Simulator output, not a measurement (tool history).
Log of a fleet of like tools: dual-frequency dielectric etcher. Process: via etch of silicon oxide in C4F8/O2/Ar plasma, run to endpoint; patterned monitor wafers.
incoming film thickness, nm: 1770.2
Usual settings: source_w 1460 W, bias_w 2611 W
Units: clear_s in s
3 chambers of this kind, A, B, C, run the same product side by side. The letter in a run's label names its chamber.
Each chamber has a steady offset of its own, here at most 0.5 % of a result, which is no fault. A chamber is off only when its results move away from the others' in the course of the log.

run	hour	source_w	bias_w	hours since the last wet clean	hours since the last source power generator calibration	hours since the last bias power generator calibration	clear_s
# hour 3.8: chamber B: wet clean of the chamber
1A	4	1460	2611	280	1317.2	27.1	367.38
2C	7.8	1460	2611	271.7	703.4	1495.6	364.72
3B	11.3	1460	2611	7.5	1597.4	420.4	366.37
4B	13.4	1460	2611	9.6	1599.5	422.5	366.26
5A	16.6	1460	2611	292.6	1329.8	39.7	367.92
6C	20.2	1280	2135	284.1	715.8	1508	410.2
7C	23.8	1280	2135	287.7	719.4	1511.6	407.47
8B	27.4	1280	2135	23.6	1613.5	436.5	413.77
9A	31.1	1200	3080	307.1	1344.3	54.2	375.39
10B	34.7	1200	3080	30.9	1620.8	443.8	370.62
11A	38.2	1200	3080	314.2	1351.4	61.3	376.47
12C	42.2	1460	2611	306.1	737.8	1530	361.97
13C	46.7	1260	2251	310.6	742.3	1534.5	402.57
14A	50.5	1260	2251	326.5	1363.7	73.6	408.19
15B	54.2	1260	2251	50.4	1640.3	463.3	403.97
16B	56.4	1460	2611	52.6	1642.5	465.5	364.51
17C	59.2	1460	2611	323.1	754.8	1547	368.8
18A	61.4	1460	2611	337.4	1374.6	84.5	365.7
19A	65.6	1460	2611	341.6	1378.8	88.7	359.85
20B	70.1	1460	2611	66.3	1656.2	479.2	367
21C	73.8	1460	2611	337.7	769.4	1561.6	364.73
22C	75.9	1310	2163	339.8	771.5	1563.7	410.95
23B	79.5	1310	2163	75.7	1665.6	488.6	406.64
24A	84.2	1310	2163	360.2	1397.4	107.3	405.22
25B	87.9	1460	2611	84.1	1674	497	359.78
26A	91.7	1200	3101	367.7	1404.9	114.8	372.53
27C	95.3	1200	3101	359.2	790.9	1583.1	378.04
28C	98.1	1200	3101	362	793.7	1585.9	380.11
29B	101.1	1460	2611	97.3	1687.2	510.2	364.67
30A	104.5	1460	2611	380.5	1417.7	127.6	361.41
31C	106.8	1460	2611	370.7	802.4	1594.6	373.39
32A	109.4	1460	2611	385.4	1422.6	132.5	366.46
33B	112.1	1460	2611	108.3	1698.2	521.2	361.47
34C	114.1	1460	2611	378	809.7	1601.9	375.56
35A	118.3	1460	2611	394.3	1431.5	141.4	364.51
36B	121	1460	2611	117.2	1707.1	530.1	362.22
37A	124.9	1460	2611	400.9	1438.1	148	365.73
38B	127.9	1460	2611	124.1	1714	537	363.66
39C	130.6	1120	2069	394.5	826.2	1618.4	447.86
40A	134	1120	2069	410	1447.2	157.1	436.78
41C	137.6	1120	2069	401.5	833.2	1625.4	451.06
42B	142.2	1460	2611	138.4	1728.3	551.3	364.56

All 3 chambers run these settings next. Forecast each chamber's results:
43A	145.6	1460	2611				?
43B	145.6	1460	2611				?
43C	145.6	1460	2611				?

run	clear_s
43A	368.15
43B	366.28
43C	378.33
